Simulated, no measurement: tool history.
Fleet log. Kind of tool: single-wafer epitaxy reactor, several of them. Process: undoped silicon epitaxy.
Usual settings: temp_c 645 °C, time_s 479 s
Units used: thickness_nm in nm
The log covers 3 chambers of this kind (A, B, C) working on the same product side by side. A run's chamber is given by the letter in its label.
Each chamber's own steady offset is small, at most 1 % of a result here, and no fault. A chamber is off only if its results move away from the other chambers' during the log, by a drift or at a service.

run    day  temp_c  time_s  read-back reference wafer on the same gauge, thickness_nm  thickness_nm
 1A  0.204     645     479                                                     81.897        72.379
 2B  0.479     645     479                                                     81.969        72.769
 3C  0.625     645     479                                                     81.816        72.907
 4A  0.838     645     479                                                     81.927        72.804
 5C  1.058     657     555                                                     81.838        108.39
 6B  1.325     657     555                                                     81.872        108.87
 7B  1.512     657     555                                                     81.908        108.21
 8C  1.675     645     479                                                     81.864        72.593
 9A  1.929     645     479                                                     81.782         71.99
10A   2.15     645     479                                                     81.862         72.91
11B  2.342     645     479                                                     81.934        72.458
12C  2.479     645     479                                                     81.795        72.221
     2.525  -- chamber B: pyrometer calibrated
13C  2.738     654     402                                                     81.876        73.743
14A  2.929     654     402                                                     81.843        73.796
15B  3.204     654     402                                                     81.877        73.744
16A  3.404     645     479                                                     81.985        71.879
17C  3.567     645     479                                                     82.036        72.245
18B  3.808     645     479                                                     81.968        72.684
19C  3.942     652     479                                                     81.858        83.379
20B  4.133     652     479                                                     81.953        84.015
21A  4.267     652     479                                                     82.004        84.382

One chamber off, gauge drift, or nothing amiss beyond the chambers' own small offsets? If it is a chamber, which one, and what is the likeliest cause?

All chambers stay in line apart from their small fixed offsets, and the gauge does not drift.
